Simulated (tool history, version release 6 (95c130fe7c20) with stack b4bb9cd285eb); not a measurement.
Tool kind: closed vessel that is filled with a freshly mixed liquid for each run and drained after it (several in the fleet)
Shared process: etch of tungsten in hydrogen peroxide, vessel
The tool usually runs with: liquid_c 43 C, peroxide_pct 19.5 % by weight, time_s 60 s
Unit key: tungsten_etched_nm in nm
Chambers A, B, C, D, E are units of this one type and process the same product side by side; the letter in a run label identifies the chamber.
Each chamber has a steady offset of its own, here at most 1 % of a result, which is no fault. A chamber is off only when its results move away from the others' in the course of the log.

| run | hour | liquid_c | peroxide_pct | time_s | read-back film thickness of the tungsten reference wafer, read on the same gauge (nm) | tungsten_etched_nm |
|---|---|---|---|---|---|---|
|  | 6.4 | chamber D: thermometer replaced |
| 1B | 7.9 | 43 | 19.5 | 60 | 140.05 | 83.801 |
| 2E | 13.2 | 43 | 19.5 | 60 | 139.99 | 82.462 |
| 3D | 23.9 | 43 | 19.5 | 60 | 139.97 | 82.851 |
| 4C | 35.7 | 43 | 19.5 | 60 | 140.03 | 82.077 |
| 5A | 46 | 43 | 19.5 | 60 | 139.99 | 82.797 |
| 6E | 52.2 | 43 | 19.5 | 45 | 140 | 61.695 |
| 7D | 62.9 | 43 | 19.5 | 45 | 140 | 62.082 |
| 8C | 69.9 | 43 | 19.5 | 45 | 139.98 | 61.648 |
| 9A | 76.4 | 43 | 19.5 | 45 | 140 | 61.963 |
| 10B | 83.5 | 43 | 19.5 | 45 | 140.04 | 62.407 |
| 11E | 93.7 | 43 | 19.5 | 60 | 140.07 | 81.876 |
|  | 94.5 | chamber B: peroxide flow meter replaced |
| 12C | 103 | 43 | 19.5 | 60 | 139.97 | 81.631 |
| 13A | 112.8 | 43 | 19.5 | 60 | 140.03 | 82.677 |
| 14D | 119.3 | 43 | 19.5 | 60 | 140.04 | 82.947 |
| 15B | 128.4 | 43 | 19.5 | 60 | 140 | 83.443 |
| 16E | 139.7 | 43 | 19.5 | 60 | 140.02 | 81.946 |
| 17A | 151.7 | 43 | 21.5 | 60 | 140.04 | 87.072 |
| 18C | 163 | 43 | 21.5 | 60 | 139.98 | 84.679 |
| 19D | 168.5 | 43 | 21.5 | 60 | 140.02 | 86.611 |
| 20B | 178.4 | 43 | 21.5 | 60 | 140.06 | 86.938 |
| 21C | 190.5 | 43 | 21.5 | 60 | 139.95 | 83.738 |
| 22D | 197.4 | 43 | 19.5 | 60 | 139.99 | 82.597 |
| 23E | 203 | 43 | 19.5 | 60 | 140.01 | 81.51 |
| 24A | 212.4 | 43 | 19.5 | 60 | 139.95 | 83.423 |
| 25B | 218.8 | 43 | 19.5 | 60 | 140.01 | 83.391 |
| 26B | 231 | 43 | 19.5 | 60 | 140.06 | 83.266 |
|  | 235.3 | chamber E: new drum of peroxide connected |
| 27A | 237.6 | 48 | 23.5 | 60 | 139.99 | 124.98 |
| 28D | 247.9 | 48 | 23.5 | 60 | 139.99 | 125.26 |
| 29C | 256 | 48 | 23.5 | 60 | 140 | 119.73 |
| 30E | 267.4 | 48 | 23.5 | 60 | 140.02 | 122.95 |
| 31B | 275.9 | 48 | 23.5 | 60 | 139.99 | 124.11 |
|  | 278.4 | chamber D: new drum of peroxide connected |
| 32D | 283.4 | 43 | 19.5 | 60 | 139.99 | 83.217 |

One chamber off, gauge drift, or nothing amiss beyond the chambers' own small offsets? If it is a chamber, which one, and what is the likeliest cause?

Chamber C drifts away from the others.
Cause: peroxide flow below the setpoint (%) = 6.51.
It could be hard to tell apart here from: liquid colder than its thermometer reads (K); peroxide weaker than its label (%).

Chamber C could run next with any of the 4 candidate recipes listed below; each alters the usual settings, and their results appear as question marks. Which one brings its results back in line with what the other chambers deliver on the usual settings?
Counts as in line when no further than this from what the other chambers average on the usual settings: tungsten_etched_nm 1.1 nm
| 33C-1 | 292.2 | 43 | 19 | 60 |  | ? |
| 33C-2 | 292.2 | 43 | 20 | 60 |  | ? |
| 33C-3 | 292.2 | 43 | 18 | 60 |  | ? |
| 33C-4 | 292.2 | 43 | 21.5 | 60 |  | ? |

Average result of the remaining chambers running the usual settings: tungsten_etched_nm 82.754 nm
| run | tungsten_etched_nm |
|---|---|
| 33C-1 | 78.206 |
| 33C-2 | 80.207 |
| 33C-3 | 76.153 |
| 33C-4 | 83.117 |
With 33C-4, the chamber falls back in line with the rest.

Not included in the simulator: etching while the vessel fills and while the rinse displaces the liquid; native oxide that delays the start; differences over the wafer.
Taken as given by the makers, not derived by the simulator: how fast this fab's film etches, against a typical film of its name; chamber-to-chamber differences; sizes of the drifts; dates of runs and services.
